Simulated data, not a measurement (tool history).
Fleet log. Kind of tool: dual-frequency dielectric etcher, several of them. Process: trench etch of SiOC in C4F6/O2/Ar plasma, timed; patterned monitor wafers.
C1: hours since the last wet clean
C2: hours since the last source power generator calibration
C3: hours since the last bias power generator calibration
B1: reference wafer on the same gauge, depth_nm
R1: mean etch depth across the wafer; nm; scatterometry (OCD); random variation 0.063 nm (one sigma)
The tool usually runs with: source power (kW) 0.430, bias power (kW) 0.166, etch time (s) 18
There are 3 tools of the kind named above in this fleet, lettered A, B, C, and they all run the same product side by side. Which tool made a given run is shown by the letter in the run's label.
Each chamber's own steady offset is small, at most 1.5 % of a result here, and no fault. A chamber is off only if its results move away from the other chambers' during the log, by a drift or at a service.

Run 1C, hour 5.1: usual settings; C1 287.4; C2 1235.5; C3 1767.6; B1 41.413. Result: R1 37.051 nm.
Run 2B, hour 8.6: usual settings; C1 289.5; C2 2075.7; C3 3432.4; B1 41.422. Result: R1 37.586 nm.
Run 3A, hour 12.4: usual settings; C1 245.2; C2 1085.0; C3 2725.2; B1 41.446. Result: R1 37.392 nm.
Run 4C, hour 15.0: usual settings; C1 297.3; C2 1245.4; C3 1777.5; B1 41.443. Result: R1 37.168 nm.
Run 5A, hour 19.8: usual settings but source power (kW) 0.380, etch time (s) 16; C1 252.6; C2 1092.4; C3 2732.6; B1 41.467. Result: R1 31.654 nm.
Run 6B, hour 23.1: usual settings but source power (kW) 0.380, etch time (s) 16; C1 304.0; C2 2090.2; C3 3446.9; B1 41.455. Result: R1 31.909 nm.
Run 7A, hour 28.7: usual settings but source power (kW) 0.380, etch time (s) 16; C1 261.5; C2 1101.3; C3 2741.5; B1 41.489. Result: R1 31.568 nm.
Run 8B, hour 31.5: usual settings; C1 312.4; C2 2098.6; C3 3455.3; B1 41.494. Result: R1 37.672 nm.
Run 9C, hour 35.3: usual settings but bias power (kW) 0.201, etch time (s) 16; C1 317.6; C2 1265.7; C3 1797.8; B1 41.504. Result: R1 35.144 nm.
Run 10C, hour 38.0: usual settings but bias power (kW) 0.201, etch time (s) 16; C1 320.3; C2 1268.4; C3 1800.5; B1 41.506. Result: R1 35.131 nm.
Run 11B, hour 43.3: usual settings but bias power (kW) 0.201, etch time (s) 16; C1 324.2; C2 2110.4; C3 3467.1; B1 41.528. Result: R1 35.482 nm.
Run 12A, hour 48.8: usual settings; C1 281.6; C2 1121.4; C3 2761.6; B1 41.562. Result: R1 37.393 nm.
Run 13A, hour 51.9: usual settings; C1 284.7; C2 1124.5; C3 2764.7; B1 41.547. Result: R1 37.457 nm.
Run 14B, hour 56.7: usual settings; C1 337.6; C2 2123.8; C3 3480.5; B1 41.550. Result: R1 37.731 nm.
Run 15C, hour 61.0: usual settings; C1 343.3; C2 1291.4; C3 1823.5; B1 41.594. Result: R1 37.334 nm.
Run 16C, hour 66.8: usual settings but source power (kW) 0.480, bias power (kW) 0.152; C1 349.1; C2 1297.2; C3 1829.3; B1 41.591. Result: R1 37.885 nm.
Run 17B, hour 70.6: usual settings but source power (kW) 0.480, bias power (kW) 0.152; C1 351.5; C2 2137.7; C3 3494.4; B1 41.598. Result: R1 38.274 nm.
Run 18A, hour 76.0: usual settings but source power (kW) 0.480, bias power (kW) 0.152; C1 308.8; C2 1148.6; C3 2788.8; B1 41.612. Result: R1 38.121 nm.
Run 19A, hour 79.8: usual settings; C1 312.6; C2 1152.4; C3 2792.6; B1 41.633. Result: R1 37.625 nm.
Run 20B, hour 83.9: usual settings; C1 364.8; C2 2151.0; C3 3507.7; B1 41.641. Result: R1 37.724 nm.
Run 21C, hour 87.4: usual settings; C1 369.7; C2 1317.8; C3 1849.9; B1 41.648. Result: R1 37.379 nm.
Run 22C, hour 90.7: usual settings; C1 373.0; C2 1321.1; C3 1853.2; B1 41.646. Result: R1 37.372 nm.
Run 23A, hour 96.5: usual settings; C1 329.3; C2 1169.1; C3 2809.3; B1 41.687. Result: R1 37.503 nm.

For the next run the whole fleet of 3 chambers uses the same settings. Give each chamber's results:
Run 24A, hour 100.7: usual settings but source power (kW) 0.350. Result: R1 ?.
Run 24B, hour 100.7: usual settings but source power (kW) 0.350. Result: R1 ?.
Run 24C, hour 100.7: usual settings but source power (kW) 0.350. Result: R1 ?.

run      R1
24A  34.686
24B  34.893
24C  34.550

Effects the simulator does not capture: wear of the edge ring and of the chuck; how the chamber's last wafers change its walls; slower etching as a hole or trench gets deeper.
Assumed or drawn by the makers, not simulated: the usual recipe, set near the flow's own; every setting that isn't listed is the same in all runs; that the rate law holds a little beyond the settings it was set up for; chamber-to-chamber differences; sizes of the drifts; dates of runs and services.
